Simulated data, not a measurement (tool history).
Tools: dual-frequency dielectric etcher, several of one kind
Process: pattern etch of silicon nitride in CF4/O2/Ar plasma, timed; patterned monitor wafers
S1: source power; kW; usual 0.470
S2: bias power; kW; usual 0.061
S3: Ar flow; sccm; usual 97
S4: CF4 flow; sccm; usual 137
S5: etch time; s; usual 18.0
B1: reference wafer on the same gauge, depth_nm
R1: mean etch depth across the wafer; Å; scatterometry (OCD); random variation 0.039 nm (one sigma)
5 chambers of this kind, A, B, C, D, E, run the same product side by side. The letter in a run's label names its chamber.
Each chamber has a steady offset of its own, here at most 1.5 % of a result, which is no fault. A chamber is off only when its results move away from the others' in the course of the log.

Run 1A, hour 5.1: usual settings; B1 39.108. Result: R1 361.73 Å.
Run 2E, hour 10.1: usual settings; B1 39.110. Result: R1 358.68 Å.
Run 3C, hour 14.9: usual settings; B1 39.106. Result: R1 361.60 Å.
Run 4B, hour 19.5: usual settings; B1 39.117. Result: R1 364.90 Å.
Run 5D, hour 23.8: usual settings; B1 39.122. Result: R1 366.18 Å.
Run 6E, hour 28.1: usual settings; B1 39.124. Result: R1 358.69 Å.
Run 7D, hour 31.5: usual settings; B1 39.126. Result: R1 365.79 Å.
At hour 35.5: chamber C: wet clean of the chamber.
Run 8B, hour 37.7: usual settings but S2 0.047 kW, S4 153 sccm; B1 39.126. Result: R1 335.44 Å.
Run 9A, hour 43.1: usual settings but S2 0.047 kW, S4 153 sccm; B1 39.120. Result: R1 331.76 Å.
Run 10C, hour 47.0: usual settings but S2 0.047 kW, S4 153 sccm; B1 39.139. Result: R1 333.54 Å.
Run 11C, hour 53.2: usual settings but S2 0.047 kW, S4 153 sccm; B1 39.141. Result: R1 333.75 Å.
Run 12B, hour 56.5: usual settings but S2 0.047 kW, S4 153 sccm; B1 39.151. Result: R1 336.25 Å.
Run 13D, hour 60.8: usual settings; B1 39.150. Result: R1 366.20 Å.
At hour 60.9: chamber D: wet clean of the chamber.
Run 14E, hour 67.1: usual settings but S3 83 sccm, S4 168 sccm; B1 39.153. Result: R1 370.10 Å.
Run 15A, hour 73.3: usual settings but S3 83 sccm, S4 168 sccm; B1 39.159. Result: R1 373.58 Å.
Run 16C, hour 79.5: usual settings but S3 83 sccm, S4 168 sccm; B1 39.181. Result: R1 374.10 Å.
Run 17D, hour 82.3: usual settings but S3 83 sccm, S4 168 sccm; B1 39.174. Result: R1 378.29 Å.
Run 18B, hour 85.3: usual settings but S3 83 sccm, S4 168 sccm; B1 39.173. Result: R1 377.72 Å.
Run 19A, hour 88.7: usual settings; B1 39.182. Result: R1 361.80 Å.
Run 20E, hour 94.5: usual settings; B1 39.180. Result: R1 359.16 Å.
Run 21B, hour 100.6: usual settings; B1 39.193. Result: R1 365.97 Å.
Run 22A, hour 106.5: usual settings; B1 39.209. Result: R1 362.35 Å.
Run 23D, hour 110.5: usual settings; B1 39.193. Result: R1 366.22 Å.
Run 24E, hour 116.1: usual settings; B1 39.192. Result: R1 358.94 Å.
At hour 120.3: chamber E: wet clean of the chamber.
Run 25C, hour 120.4: usual settings; B1 39.207. Result: R1 363.19 Å.
Run 26E, hour 124.1: usual settings; B1 39.202. Result: R1 359.32 Å.
Run 27A, hour 127.0: usual settings; B1 39.208. Result: R1 362.74 Å.
Run 28D, hour 130.5: usual settings but S3 109 sccm; B1 39.212. Result: R1 362.32 Å.
At hour 131.9: chamber B: CF4 flow controller replaced.
Run 29C, hour 134.7: usual settings but S3 109 sccm; B1 39.223. Result: R1 357.95 Å.
Run 30B, hour 138.0: usual settings but S3 109 sccm; B1 39.214. Result: R1 361.38 Å.
Run 31E, hour 142.0: usual settings but S3 109 sccm; B1 39.223. Result: R1 354.64 Å.
Run 32D, hour 146.1: usual settings but S3 109 sccm; B1 39.224. Result: R1 361.93 Å.
Run 33C, hour 150.3: usual settings; B1 39.230. Result: R1 362.57 Å.
Run 34A, hour 154.7: usual settings; B1 39.240. Result: R1 362.93 Å.
At hour 157.6: chamber B: wet clean of the chamber.
Run 35B, hour 159.8: usual settings; B1 39.240. Result: R1 365.71 Å.
Run 36B, hour 166.2: usual settings; B1 39.242. Result: R1 366.93 Å.
Run 37D, hour 172.6: usual settings; B1 39.244. Result: R1 366.61 Å.
Run 38A, hour 178.3: usual settings; B1 39.254. Result: R1 363.72 Å.
Run 39E, hour 183.0: usual settings; B1 39.257. Result: R1 359.71 Å.
Run 40C, hour 186.2: usual settings; B1 39.264. Result: R1 363.02 Å.
Run 41A, hour 189.0: usual settings but S5 20.5 s; B1 39.253. Result: R1 413.58 Å.
Run 42C, hour 191.9: usual settings but S5 20.5 s; B1 39.267. Result: R1 413.56 Å.
Run 43B, hour 195.0: usual settings but S5 20.5 s; B1 39.263. Result: R1 416.33 Å.
Run 44D, hour 199.7: usual settings but S5 20.5 s; B1 39.264. Result: R1 417.76 Å.

All 5 chambers run these settings next. Forecast each chamber's results:
Run 45A, hour 204.3: usual settings. Result: R1 ?.
Run 45B, hour 204.3: usual settings. Result: R1 ?.
Run 45C, hour 204.3: usual settings. Result: R1 ?.
Run 45D, hour 204.3: usual settings. Result: R1 ?.
Run 45E, hour 204.3: usual settings. Result: R1 ?.

run      R1
45A  363.75
45B  366.14
45C  363.70
45D  367.51
45E  359.94
